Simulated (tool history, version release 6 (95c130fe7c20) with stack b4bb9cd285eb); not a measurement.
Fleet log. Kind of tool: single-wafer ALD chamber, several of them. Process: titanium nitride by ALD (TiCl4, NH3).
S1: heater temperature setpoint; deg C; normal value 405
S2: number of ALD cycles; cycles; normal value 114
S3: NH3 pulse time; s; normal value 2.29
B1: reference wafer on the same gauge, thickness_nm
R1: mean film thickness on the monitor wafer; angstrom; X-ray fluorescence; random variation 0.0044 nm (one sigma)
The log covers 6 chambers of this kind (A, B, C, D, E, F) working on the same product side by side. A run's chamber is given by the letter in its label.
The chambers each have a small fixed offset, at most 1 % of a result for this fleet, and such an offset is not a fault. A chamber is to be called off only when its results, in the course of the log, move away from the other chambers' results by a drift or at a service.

run,day,S1,S2,S3,B1,R1
1E,0.467,405,114,2.29,2.4303,25.448
2A,0.721,405,114,2.29,2.4289,25.418
3F,1.229,405,114,2.29,2.4285,25.484
4D,1.642,405,114,2.29,2.4279,25.155
5B,2.062,405,114,2.29,2.4272,25.289
6C,2.471,405,114,2.29,2.4273,25.266
7F,3.033,405,114,2.29,2.4263,25.406
8E,3.529,405,114,2.29,2.4256,25.35
9C,3.875,405,114,2.29,2.4266,25.213
10B,4.192,405,114,2.29,2.4247,25.247
11D,4.588,405,114,2.29,2.4243,25.101
12A,4.979,405,114,2.29,2.4227,25.365
13E,5.417,405,114,2.29,2.4232,25.349
14C,5.712,405,114,2.29,2.4249,25.178
15B,6.242,405,114,2.29,2.4226,25.133
16D,6.692,405,114,2.29,2.4217,25.033
17A,6.996,405,114,2.29,2.4219,25.345
18F,7.558,405,114,2.29,2.4211,25.399
# day 7.642: chamber E: thermocouple changed; heater temperature recalibrated
19E,7.892,405,114,2.29,2.4197,25.298
# day 8.142: chamber D: thermocouple changed; heater temperature recalibrated
20A,8.338,405,114,2.29,2.4202,25.244
21D,8.862,405,114,2.29,2.4193,25.078
22B,9.15,405,114,2.29,2.419,25.144
23C,9.642,405,114,2.29,2.419,25.13
24F,9.896,394,114,2.29,2.4196,25.262
25E,10.338,394,114,2.29,2.4182,25.098
26C,10.775,394,114,2.29,2.4182,24.995
27B,11.271,394,114,2.29,2.4154,25.04
28F,11.588,394,114,2.29,2.4164,25.224
29D,11.862,394,114,2.29,2.415,24.94
30A,12.125,414,114,2.29,2.4159,25.291
31F,12.429,414,114,2.29,2.4154,25.408
32E,12.675,414,114,2.29,2.4153,25.331
33D,13.033,414,114,2.29,2.4154,25.088
34B,13.412,414,114,2.29,2.4138,25.148
35A,13.688,414,114,2.29,2.4145,25.381
36C,14.229,405,114,2.29,2.4136,25.164

Read the log: is a single chamber off, either drifting away or since a service, is the gauge that measures every chamber drifting, or is nothing wrong beyond small per-chamber offsets? Name any odd chamber and what most likely caused it.

The shared gauge is drifting. All chambers look as if they move in step, but none is off.
Cause: gauge reads low (%) = 0.708.
